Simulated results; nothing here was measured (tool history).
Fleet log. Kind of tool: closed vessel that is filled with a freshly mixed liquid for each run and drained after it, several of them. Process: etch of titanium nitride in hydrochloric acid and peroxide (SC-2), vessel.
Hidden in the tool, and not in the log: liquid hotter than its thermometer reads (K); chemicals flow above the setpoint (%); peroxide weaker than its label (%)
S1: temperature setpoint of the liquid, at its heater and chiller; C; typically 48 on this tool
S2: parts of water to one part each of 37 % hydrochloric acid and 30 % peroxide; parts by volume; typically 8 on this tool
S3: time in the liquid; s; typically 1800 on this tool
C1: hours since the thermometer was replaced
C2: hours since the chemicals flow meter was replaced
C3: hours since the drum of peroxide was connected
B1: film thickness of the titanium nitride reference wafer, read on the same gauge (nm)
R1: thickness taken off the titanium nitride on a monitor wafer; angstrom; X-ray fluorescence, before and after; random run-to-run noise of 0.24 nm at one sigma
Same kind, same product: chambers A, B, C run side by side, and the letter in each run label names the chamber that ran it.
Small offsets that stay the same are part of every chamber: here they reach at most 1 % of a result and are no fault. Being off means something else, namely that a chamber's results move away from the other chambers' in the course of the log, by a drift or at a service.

run 1B hour=10.8 | S1=48 S2=8 S3=1800 | C1=1697.4 C2=1188.2 C3=520.1 | B1=109.99 | R1=265.23
run 2A hour=17.7 | S1=48 S2=8 S3=1800 | C1=288.5 C2=890.8 C3=269.8 | B1=110.04 | R1=260.83
run 3C hour=31.9 | S1=48 S2=8 S3=1800 | C1=1671.2 C2=537.3 C3=224.8 | B1=110 | R1=257.83
run 4A hour=44 | S1=48 S2=8 S3=1800 | C1=314.8 C2=917.1 C3=296.1 | B1=110.01 | R1=262.92
run 5B hour=54.4 | S1=48 S2=8 S3=1800 | C1=1741 C2=1231.8 C3=563.7 | B1=110 | R1=263.1
run 6C hour=64.4 | S1=48 S2=8 S3=1800 | C1=1703.7 C2=569.8 C3=257.3 | B1=110 | R1=256.59
run 7A hour=78.6 | S1=48 S2=8 S3=1800 | C1=349.4 C2=951.7 C3=330.7 | B1=110.02 | R1=259.09
run 8B hour=88.9 | S1=48 S2=8 S3=1800 | C1=1775.5 C2=1266.3 C3=598.2 | B1=110 | R1=268.03
run 9C hour=99.3 | S1=48 S2=8 S3=1800 | C1=1738.6 C2=604.7 C3=292.2 | B1=109.95 | R1=261.52
run 10A hour=106.8 | S1=48 S2=8 S3=1800 | C1=377.6 C2=979.9 C3=358.9 | B1=109.97 | R1=265.66
run 11C hour=120.4 | S1=48 S2=8 S3=1800 | C1=1759.7 C2=625.8 C3=313.3 | B1=110.01 | R1=259.35
run 12B hour=130.6 | S1=48 S2=8 S3=1800 | C1=1817.2 C2=1308 C3=639.9 | B1=109.99 | R1=261.94
run 13B hour=140.7 | S1=48 S2=8 S3=1800 | C1=1827.3 C2=1318.1 C3=650 | B1=110.05 | R1=259.68
run 14A hour=147.2 | S1=48 S2=8 S3=1800 | C1=418 C2=1020.3 C3=399.3 | B1=110 | R1=263.33
run 15C hour=160 | S1=48 S2=8 S3=1800 | C1=1799.3 C2=665.4 C3=352.9 | B1=110.03 | R1=267.59
run 16B hour=170.9 | S1=48 S2=8 S3=1800 | C1=1857.5 C2=1348.3 C3=680.2 | B1=110.03 | R1=266.5
run 17C hour=180.3 | S1=48 S2=8 S3=1800 | C1=1819.6 C2=685.7 C3=373.2 | B1=110 | R1=270.75
run 18A hour=189.2 | S1=48 S2=8 S3=1800 | C1=460 C2=1062.3 C3=441.3 | B1=109.96 | R1=262.52
run 19B hour=201.4 | S1=48 S2=8 S3=1800 | C1=1888 C2=1378.8 C3=710.7 | B1=110.01 | R1=267.6
run 20A hour=213.8 | S1=48 S2=8 S3=1800 | C1=484.6 C2=1086.9 C3=465.9 | B1=109.99 | R1=258.49
run 21C hour=220.8 | S1=48 S2=8 S3=2195 | C1=1860.1 C2=726.2 C3=413.7 | B1=109.98 | R1=336.33
-- hour=226 chamber B: new drum of peroxide connected
run 22C hour=232.9 | S1=48 S2=8 S3=2195 | C1=1872.2 C2=738.3 C3=425.8 | B1=110.01 | R1=343
run 23B hour=246.6 | S1=48 S2=8 S3=2195 | C1=1933.2 C2=1424 C3=20.6 | B1=110 | R1=324.26
run 24A hour=260.4 | S1=48 S2=8 S3=1800 | C1=531.2 C2=1133.5 C3=512.5 | B1=110.01 | R1=262.93

One chamber off, gauge drift, or nothing amiss beyond the chambers' own small offsets? If it is a chamber, which one, and what is the likeliest cause?

Little by little, chamber C moves away from the other chambers.
What lies behind it: liquid hotter than its thermometer reads (K) = 1.54.
It could be hard to tell apart here from: chemicals flow above the setpoint (%).

Below are 4 candidate recipes for chamber C's next run, each the usual settings with a change, their results shown as question marks. Which of them brings C's results back in line with what the other chambers give on the usual settings?
In-line tolerance around the mean of the other chambers on the usual settings: R1 8.4 angstrom
run 25C-1 hour=270.6 | S1=49.5 S2=8 S3=1800 | R1=?
run 25C-2 hour=270.6 | S1=48 S2=9 S3=1800 | R1=?
run 25C-3 hour=270.6 | S1=48 S2=7.5 S3=2055 | R1=?
run 25C-4 hour=270.6 | S1=48 S2=10 S3=1800 | R1=?

The other chambers' mean on the usual settings: R1 262.85 angstrom
run=25C-1 R1=317.33
run=25C-2 R1=260.89
run=25C-3 R1=344.9
run=25C-4 R1=239.14
25C-2 is the one that brings the chamber's results back in line with the other chambers.
